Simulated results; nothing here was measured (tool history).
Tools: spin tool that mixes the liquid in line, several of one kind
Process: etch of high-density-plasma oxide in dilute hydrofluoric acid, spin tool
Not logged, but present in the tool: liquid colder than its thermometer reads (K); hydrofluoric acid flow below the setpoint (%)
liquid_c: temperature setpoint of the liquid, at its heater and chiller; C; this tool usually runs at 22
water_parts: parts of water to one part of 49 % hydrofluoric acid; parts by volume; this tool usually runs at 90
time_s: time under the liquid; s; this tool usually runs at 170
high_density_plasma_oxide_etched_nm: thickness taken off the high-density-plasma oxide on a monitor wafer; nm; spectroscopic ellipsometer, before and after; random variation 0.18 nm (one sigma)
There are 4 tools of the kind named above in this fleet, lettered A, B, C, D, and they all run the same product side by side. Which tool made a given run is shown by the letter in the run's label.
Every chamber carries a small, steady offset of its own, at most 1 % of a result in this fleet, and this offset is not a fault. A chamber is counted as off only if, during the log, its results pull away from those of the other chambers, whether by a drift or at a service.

| run | hour | liquid_c | water_parts | time_s | hours since the thermometer was replaced | hours since the hydrofluoric acid flow meter was replaced | read-back film thickness of the high-density-plasma oxide reference wafer, read on the same gauge (nm) | high_density_plasma_oxide_etched_nm |
|---|---|---|---|---|---|---|---|---|
| 1A | 9.9 | 22 | 90 | 170 | 1257.2 | 130 | 109.99 | 19.952 |
| 2D | 22.1 | 22 | 90 | 170 | 1591.4 | 397.9 | 110.05 | 19.707 |
| 3B | 36.5 | 22 | 90 | 170 | 595.7 | 819.5 | 110 | 19.581 |
| 4C | 45.1 | 22 | 90 | 170 | 896 | 290.8 | 110.01 | 19.908 |
| 5A | 54.8 | 22 | 90 | 170 | 1302.1 | 174.9 | 109.95 | 19.698 |
| 6B | 64 | 22 | 125 | 225 | 623.2 | 847 | 110.01 | 18.029 |
| 7D | 71.4 | 22 | 125 | 225 | 1640.7 | 447.2 | 110 | 18.264 |
| 8C | 84.9 | 22 | 125 | 225 | 935.8 | 330.6 | 109.98 | 18.333 |
| 9C | 93.6 | 22 | 125 | 225 | 944.5 | 339.3 | 110.03 | 18.299 |
| 10B | 101.1 | 22 | 90 | 170 | 660.3 | 884.1 | 109.98 | 19.927 |
| 11D | 116 | 22 | 90 | 170 | 1685.3 | 491.8 | 110.01 | 19.614 |
| 12A | 129.3 | 22 | 90 | 170 | 1376.6 | 249.4 | 109.99 | 19.865 |
| 13A | 137.8 | 22 | 90 | 170 | 1385.1 | 257.9 | 109.99 | 19.799 |
| 14C | 147.2 | 22 | 90 | 170 | 998.1 | 392.9 | 110 | 19.587 |
|  | 152 | chamber A: thermometer replaced |
| 15D | 161.3 | 22 | 90 | 170 | 1730.6 | 537.1 | 110.01 | 19.542 |
| 16B | 174 | 22 | 90 | 170 | 733.2 | 957 | 109.95 | 19.56 |
| 17B | 187.4 | 22 | 90 | 170 | 746.6 | 970.4 | 110 | 19.706 |
| 18A | 198.2 | 22 | 90 | 170 | 46.3 | 318.3 | 109.99 | 19.939 |
| 19D | 209.9 | 26.5 | 50 | 170 | 1779.2 | 585.7 | 110.02 | 45.074 |
| 20C | 218.2 | 26.5 | 50 | 170 | 1069.1 | 463.9 | 109.96 | 42.928 |
| 21D | 228.5 | 26.5 | 50 | 170 | 1797.8 | 604.3 | 109.98 | 44.445 |
| 22B | 236.9 | 26.5 | 50 | 170 | 796.1 | 1019.9 | 110.02 | 44.364 |
| 23C | 243.9 | 22 | 90 | 170 | 1094.8 | 489.6 | 110.02 | 18.874 |
| 24A | 253.2 | 22 | 90 | 170 | 101.3 | 373.3 | 110.04 | 19.902 |
| 25D | 266 | 22 | 90 | 170 | 1835.3 | 641.8 | 110.01 | 19.738 |
| 26A | 274.6 | 22 | 90 | 170 | 122.7 | 394.7 | 109.94 | 19.971 |
| 27B | 281.8 | 22 | 90 | 170 | 841 | 1064.8 | 109.99 | 19.594 |
| 28C | 291.5 | 22 | 90 | 170 | 1142.4 | 537.2 | 110.01 | 18.751 |
| 29A | 304.8 | 22 | 90 | 170 | 152.9 | 424.9 | 110 | 20.21 |
| 30D | 317.2 | 22 | 90 | 170 | 1886.5 | 693 | 110.02 | 19.486 |
| 31B | 330.3 | 22 | 90 | 170 | 889.5 | 1113.3 | 110 | 19.584 |
| 32C | 344.1 | 22 | 90 | 170 | 1195 | 589.8 | 110.02 | 18.18 |
| 33C | 350.9 | 22 | 120 | 170 | 1201.8 | 596.6 | 110.04 | 13.075 |
| 34A | 361.3 | 22 | 120 | 170 | 209.4 | 481.4 | 110 | 14.447 |

What goes on in this fleet: one chamber off, a drifting gauge, or nothing beyond the chambers' own small offsets? Name the chamber and the cause, if any.

Chamber C drifts away from the others.
What lies behind it: hydrofluoric acid flow below the setpoint (%) = 7.96.
Not necessarily distinguishable in this log from: liquid colder than its thermometer reads (K).

Here are 4 candidates for chamber C's next run, each the usual settings with a change, their results left as question marks. Which one brings its results back in line with what the others give on the usual settings?
Counts as in line when no further than this from what the other chambers average on the usual settings: high_density_plasma_oxide_etched_nm 0.63 nm
| 35C-1 | 372.6 | 22 | 95 | 165 |  |  |  | ? |
| 35C-2 | 372.6 | 22.5 | 85 | 170 |  |  |  | ? |
| 35C-3 | 372.6 | 22 | 95 | 150 |  |  |  | ? |
| 35C-4 | 372.6 | 26.5 | 90 | 170 |  |  |  | ? |

The mean the other chambers reach with the usual settings: high_density_plasma_oxide_etched_nm 19.695 nm
| run | high_density_plasma_oxide_etched_nm |
|---|---|
| 35C-1 | 16.533 |
| 35C-2 | 19.639 |
| 35C-3 | 15.03 |
| 35C-4 | 21.564 |
With 35C-2, the chamber falls back in line with the rest.
